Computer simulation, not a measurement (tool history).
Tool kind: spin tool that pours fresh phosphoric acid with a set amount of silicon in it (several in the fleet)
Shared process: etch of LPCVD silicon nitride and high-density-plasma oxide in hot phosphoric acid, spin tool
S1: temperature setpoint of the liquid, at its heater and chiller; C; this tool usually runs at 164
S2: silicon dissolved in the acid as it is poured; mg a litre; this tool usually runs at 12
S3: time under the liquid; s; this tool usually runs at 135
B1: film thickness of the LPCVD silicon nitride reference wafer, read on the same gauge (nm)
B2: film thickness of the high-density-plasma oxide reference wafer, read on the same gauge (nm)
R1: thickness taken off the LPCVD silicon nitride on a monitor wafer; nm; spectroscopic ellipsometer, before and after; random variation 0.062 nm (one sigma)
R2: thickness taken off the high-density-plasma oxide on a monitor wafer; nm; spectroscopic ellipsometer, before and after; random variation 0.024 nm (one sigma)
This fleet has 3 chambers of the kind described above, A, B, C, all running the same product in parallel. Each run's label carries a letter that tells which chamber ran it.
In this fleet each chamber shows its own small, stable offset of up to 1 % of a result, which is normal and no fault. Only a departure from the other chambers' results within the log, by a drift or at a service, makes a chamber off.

run	hour	S1	S2	S3	B1	B2	R1	R2
1A	8	164	12	135	70.07	130.01	13.232	0.62056
2B	16.3	164	12	135	70.029	129.98	13.454	0.60994
3C	24	164	12	135	69.99	130.01	13.291	0.6135
4C	29.8	164	12	135	69.954	129.99	13.345	0.56792
5A	41.8	164	12	170	70.023	130.01	16.727	0.74257
6B	53.4	164	12	170	69.977	130.03	17.013	0.712
7B	63.2	164	12	170	69.979	130	16.977	0.75129
8C	72.8	163	15.5	135	69.997	130.03	12.846	0.51987
9A	81.6	163	15.5	135	69.98	130.02	12.925	0.53217
10A	88.6	163	15.5	135	69.997	130	12.825	0.50771
11B	93.8	164	12	135	70.043	130	13.403	0.60822
12C	100.9	164	12	135	69.975	130.01	13.331	0.57093
13A	107.9	164	18	135	70.02	130	13.241	0.48868
14B	118.8	164	18	135	70.03	130.03	13.505	0.4958
15C	126.2	164	18	135	69.982	130.02	13.191	0.50506
16B	135.1	164	4	110	69.995	129.99	10.992	0.58036
17C	143.8	164	4	110	69.96	130.03	10.844	0.61381
18A	154.8	164	4	110	70.01	129.97	10.774	0.55852
19A	166.6	163	12	80	70.003	129.96	7.6467	0.33183
20C	173.5	163	12	80	70.019	129.98	7.6733	0.3434
21B	182	163	12	80	69.985	130.02	7.6802	0.36376
22A	192.1	164	12	135	69.992	129.99	13.195	0.64071
23C	198.1	164	12	135	70.021	129.99	13.247	0.59504
24B	205.1	164	12	135	70.001	130.01	13.533	0.58486
25C	214.9	164	12	135	70.003	130.02	13.197	0.61121
26A	226.4	164	12	135	70.013	130.03	13.234	0.59178
27B	234.2	164	12	135	70.022	130.01	13.606	0.61422
28B	243	164	19	135	69.99	130.01	13.476	0.4827
29A	253.6	164	19	135	69.992	129.99	13.201	0.49075
30C	263.4	164	19	135	70.026	129.99	13.363	0.48099
31B	272.3	164	12	135	69.993	129.98	13.454	0.62502
32C	283.8	164	12	135	69.975	130.03	13.238	0.55249
33A	291.4	164	12	135	69.99	130	13.293	0.60595

Next, all 3 chambers run the settings below, one line each with question marks for the results. What does each chamber give?
34A	300	164	18	135			?	?
34B	300	164	18	135			?	?
34C	300	164	18	135			?	?

run	R1	R2
34A	13.219	0.524
34B	13.434	0.48269
34C	13.343	0.50163

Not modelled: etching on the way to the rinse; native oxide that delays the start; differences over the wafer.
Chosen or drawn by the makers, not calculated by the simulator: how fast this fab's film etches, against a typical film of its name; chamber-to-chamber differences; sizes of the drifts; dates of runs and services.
